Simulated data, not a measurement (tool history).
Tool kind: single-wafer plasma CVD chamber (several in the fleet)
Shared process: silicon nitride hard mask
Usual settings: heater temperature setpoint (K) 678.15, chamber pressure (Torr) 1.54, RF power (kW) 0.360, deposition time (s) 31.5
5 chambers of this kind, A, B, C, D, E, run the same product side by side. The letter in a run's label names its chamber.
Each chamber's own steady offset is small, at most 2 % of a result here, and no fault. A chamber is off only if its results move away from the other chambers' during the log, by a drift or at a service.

run	day	heater temperature setpoint (K)	chamber pressure (Torr)	RF power (kW)	deposition time (s)	hours since the last thermocouple change	hours since the last RF generator calibration	hours since the last manometer calibration	read-back reference wafer on the same gauge, thickness_nm	mean film thickness on the monitor wafer (Å)
1E	0.342	678.15	1.54	0.360	31.5	668.1	860.2	512.9	37.393	400.01
2C	0.658	678.15	1.54	0.360	31.5	426.3	1628.5	1289.9	37.388	402.37
3D	1.071	678.15	1.54	0.360	31.5	1524.3	158.3	245.2	37.381	404.84
4B	1.596	678.15	1.54	0.360	31.5	995.2	226.2	1486.0	37.375	396.89
5A	2.104	678.15	1.54	0.360	31.5	139.8	88.3	690.1	37.373	406.37
6E	2.538	678.15	1.54	0.360	31.5	720.8	912.9	565.6	37.380	399.02
7A	2.908	685.15	1.54	0.360	26.2	159.1	107.6	709.4	37.380	337.31
8B	3.271	685.15	1.54	0.360	26.2	1035.4	266.4	1526.2	37.361	327.73
# day 3.329: chamber C: RF generator calibrated
9C	3.746	685.15	1.54	0.360	26.2	500.4	10.1	1364.0	37.342	334.59
10D	4.083	685.15	1.54	0.360	26.2	1596.6	230.6	317.5	37.352	335.00
11C	4.354	685.15	1.54	0.360	26.2	515.0	24.7	1378.6	37.343	333.82
12D	4.629	678.15	1.54	0.360	31.5	1609.7	243.7	330.6	37.339	403.52
13E	5.171	670.15	1.54	0.410	31.5	784.0	976.1	628.8	37.328	433.74
14B	5.629	670.15	1.54	0.410	31.5	1092.0	323.0	1582.8	37.309	430.11
# day 5.788: chamber B: capacitance manometer re-zeroed and calibrated
15A	6.029	670.15	1.54	0.410	31.5	234.0	182.5	784.3	37.314	440.88
16A	6.554	670.15	1.54	0.410	31.5	246.6	195.1	796.9	37.288	440.08
17C	6.804	670.15	1.54	0.410	31.5	573.8	83.5	1437.4	37.300	435.92
18B	7.358	678.15	1.54	0.360	31.5	1133.5	364.5	37.8	37.299	395.98
19D	7.875	678.15	1.54	0.360	31.5	1687.6	321.6	408.5	37.302	403.42
20E	8.333	678.15	1.54	0.360	31.5	859.9	1052.0	704.7	37.274	399.08
21D	8.762	678.15	1.54	0.360	31.5	1708.9	342.9	429.8	37.277	402.61
22A	9.167	678.15	1.54	0.360	31.5	309.3	257.8	859.6	37.284	405.39
# day 9.550: chamber E: RF generator calibrated
23C	9.604	678.15	1.54	0.360	31.5	641.0	150.7	1504.6	37.261	401.68
24B	9.896	678.15	1.54	0.360	31.5	1194.4	425.4	98.7	37.246	395.24
25E	10.321	678.15	1.54	0.360	31.5	907.6	18.6	752.4	37.258	399.53
26D	10.825	678.15	1.54	0.360	31.5	1758.4	392.4	479.3	37.234	403.41
27E	11.300	678.15	1.54	0.360	31.5	931.1	42.1	775.9	37.253	399.58
28C	11.825	678.15	1.54	0.360	31.5	694.3	204.0	1557.9	37.227	399.96
29B	12.271	678.15	1.54	0.360	31.5	1251.4	482.4	155.7	37.234	394.90
30A	12.533	678.15	1.54	0.360	26.3	390.1	338.6	940.4	37.223	337.74
31E	13.067	678.15	1.54	0.360	26.3	973.5	84.5	818.3	37.213	333.16
32B	13.383	678.15	1.54	0.360	26.3	1278.1	509.1	182.4	37.206	329.10
33A	13.696	678.15	1.54	0.360	26.3	418.0	366.5	968.3	37.219	338.12
34D	13.992	678.15	1.54	0.360	26.3	1834.4	468.4	555.3	37.191	336.59
35C	14.246	678.15	1.54	0.360	31.5	752.4	262.1	1616.0	37.202	400.60
36A	14.621	678.15	1.54	0.360	31.5	440.2	388.7	990.5	37.175	405.19
37D	15.075	678.15	1.54	0.360	31.5	1860.4	494.4	581.3	37.180	401.26
38C	15.567	678.15	1.54	0.360	31.5	784.1	293.8	1647.7	37.174	401.58
39B	15.962	678.15	1.54	0.360	31.5	1340.0	571.0	244.3	37.164	393.32
# day 16.362: chamber E: thermocouple changed; heater temperature recalibrated
40E	16.483	678.15	1.54	0.360	31.5	3.0	166.5	900.3	37.165	397.27

Does one chamber stand apart from the rest, does the shared gauge drift, or is all well apart from small per-chamber offsets? Give the chamber and the most likely cause, where there is one.

None of the chambers is off. What moves is the gauge, dragging all their readings along together.
What lies behind it: gauge reads low (%) = 0.65.
